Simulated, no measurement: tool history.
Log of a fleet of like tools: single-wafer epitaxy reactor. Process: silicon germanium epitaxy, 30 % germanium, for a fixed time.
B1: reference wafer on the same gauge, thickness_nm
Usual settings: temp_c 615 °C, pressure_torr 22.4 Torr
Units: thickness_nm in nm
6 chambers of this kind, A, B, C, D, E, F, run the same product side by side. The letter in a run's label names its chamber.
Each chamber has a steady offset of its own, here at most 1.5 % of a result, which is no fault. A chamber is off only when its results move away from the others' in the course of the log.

{"run": "1D", "hour": 4.3, "temp_c": 615, "pressure_torr": 22.4, "B1": 84.613, "thickness_nm": 81.096}
{"run": "2E", "hour": 6.7, "temp_c": 615, "pressure_torr": 22.4, "B1": 84.607, "thickness_nm": 80.731}
{"run": "3F", "hour": 9.0, "temp_c": 615, "pressure_torr": 22.4, "B1": 84.626, "thickness_nm": 80.642}
{"run": "4C", "hour": 13.4, "temp_c": 615, "pressure_torr": 22.4, "B1": 84.589, "thickness_nm": 80.639}
{"run": "5A", "hour": 16.3, "temp_c": 615, "pressure_torr": 22.4, "B1": 84.595, "thickness_nm": 82.322}
{"run": "6B", "hour": 19.3, "temp_c": 605, "pressure_torr": 22.4, "B1": 84.606, "thickness_nm": 68.688}
{"run": "7E", "hour": 23.0, "temp_c": 605, "pressure_torr": 22.4, "B1": 84.588, "thickness_nm": 67.908}
{"run": "8A", "hour": 27.1, "temp_c": 605, "pressure_torr": 22.4, "B1": 84.567, "thickness_nm": 68.406}
{"run": "9C", "hour": 29.6, "temp_c": 605, "pressure_torr": 22.4, "B1": 84.583, "thickness_nm": 67.129}
{"run": "10D", "hour": 33.0, "temp_c": 605, "pressure_torr": 22.4, "B1": 84.58, "thickness_nm": 67.635}
{"run": "11B", "hour": 35.0, "temp_c": 605, "pressure_torr": 22.4, "B1": 84.595, "thickness_nm": 68.59}
{"run": "12F", "hour": 37.2, "temp_c": 615, "pressure_torr": 22.4, "B1": 84.641, "thickness_nm": 80.928}
{"run": "13A", "hour": 40.6, "temp_c": 615, "pressure_torr": 22.4, "B1": 84.534, "thickness_nm": 82.388}
{"run": "14F", "hour": 44.5, "temp_c": 615, "pressure_torr": 22.4, "B1": 84.65, "thickness_nm": 80.88}
{"run": "15D", "hour": 46.6, "temp_c": 615, "pressure_torr": 22.4, "B1": 84.634, "thickness_nm": 81.166}
{"run": "16E", "hour": 51.0, "temp_c": 615, "pressure_torr": 22.4, "B1": 84.611, "thickness_nm": 80.835}
{"run": "17C", "hour": 54.1, "temp_c": 615, "pressure_torr": 22.4, "B1": 84.522, "thickness_nm": 80.491}
{"run": "18B", "hour": 57.9, "temp_c": 615, "pressure_torr": 22.4, "B1": 84.615, "thickness_nm": 81.759}
{"run": "19F", "hour": 59.9, "temp_c": 615, "pressure_torr": 22.4, "B1": 84.584, "thickness_nm": 80.925}
{"run": "20A", "hour": 62.0, "temp_c": 615, "pressure_torr": 19.0, "B1": 84.566, "thickness_nm": 77.201}
{"run": "21E", "hour": 65.4, "temp_c": 615, "pressure_torr": 19.0, "B1": 84.58, "thickness_nm": 75.919}
{"run": "22D", "hour": 68.3, "temp_c": 615, "pressure_torr": 19.0, "B1": 84.615, "thickness_nm": 75.977}
{"run": "23B", "hour": 72.1, "temp_c": 615, "pressure_torr": 19.0, "B1": 84.578, "thickness_nm": 76.65}
{"hour": 72.5, "done": "chamber D: pyrometer calibrated"}
{"run": "24C", "hour": 74.5, "temp_c": 615, "pressure_torr": 19.0, "B1": 84.624, "thickness_nm": 75.195}
{"run": "25B", "hour": 77.2, "temp_c": 615, "pressure_torr": 19.0, "B1": 84.614, "thickness_nm": 76.543}
{"run": "26A", "hour": 79.8, "temp_c": 615, "pressure_torr": 22.4, "B1": 84.559, "thickness_nm": 82.042}
{"run": "27C", "hour": 83.1, "temp_c": 615, "pressure_torr": 22.4, "B1": 84.615, "thickness_nm": 80.28}
{"run": "28D", "hour": 86.0, "temp_c": 615, "pressure_torr": 22.4, "B1": 84.625, "thickness_nm": 79.201}
{"run": "29E", "hour": 88.6, "temp_c": 615, "pressure_torr": 22.4, "B1": 84.575, "thickness_nm": 80.702}
{"run": "30F", "hour": 92.7, "temp_c": 615, "pressure_torr": 22.4, "B1": 84.602, "thickness_nm": 80.988}
{"run": "31A", "hour": 97.1, "temp_c": 606, "pressure_torr": 20.7, "B1": 84.597, "thickness_nm": 67.789}
{"run": "32C", "hour": 99.5, "temp_c": 606, "pressure_torr": 20.7, "B1": 84.622, "thickness_nm": 66.139}
{"run": "33E", "hour": 103.8, "temp_c": 606, "pressure_torr": 20.7, "B1": 84.584, "thickness_nm": 66.585}
{"run": "34F", "hour": 105.7, "temp_c": 606, "pressure_torr": 20.7, "B1": 84.588, "thickness_nm": 66.936}
{"run": "35B", "hour": 107.6, "temp_c": 606, "pressure_torr": 20.7, "B1": 84.605, "thickness_nm": 67.539}
{"run": "36D", "hour": 109.9, "temp_c": 606, "pressure_torr": 20.7, "B1": 84.646, "thickness_nm": 64.997}
{"run": "37E", "hour": 113.5, "temp_c": 615, "pressure_torr": 22.4, "B1": 84.597, "thickness_nm": 80.856}
{"run": "38D", "hour": 116.7, "temp_c": 615, "pressure_torr": 22.4, "B1": 84.628, "thickness_nm": 78.926}
{"run": "39B", "hour": 120.7, "temp_c": 615, "pressure_torr": 22.4, "B1": 84.61, "thickness_nm": 81.61}

Next, every chamber runs the same settings. What will each give?
{"run": "40A", "hour": 123.9, "temp_c": 615, "pressure_torr": 17.4, "thickness_nm": "?"}
{"run": "40B", "hour": 123.9, "temp_c": 615, "pressure_torr": 17.4, "thickness_nm": "?"}
{"run": "40C", "hour": 123.9, "temp_c": 615, "pressure_torr": 17.4, "thickness_nm": "?"}
{"run": "40D", "hour": 123.9, "temp_c": 615, "pressure_torr": 17.4, "thickness_nm": "?"}
{"run": "40E", "hour": 123.9, "temp_c": 615, "pressure_torr": 17.4, "thickness_nm": "?"}
{"run": "40F", "hour": 123.9, "temp_c": 615, "pressure_torr": 17.4, "thickness_nm": "?"}

run=40A thickness_nm=74.753
run=40B thickness_nm=73.895
run=40C thickness_nm=72.641
run=40D thickness_nm=71.745
run=40E thickness_nm=72.940
run=40F thickness_nm=73.296
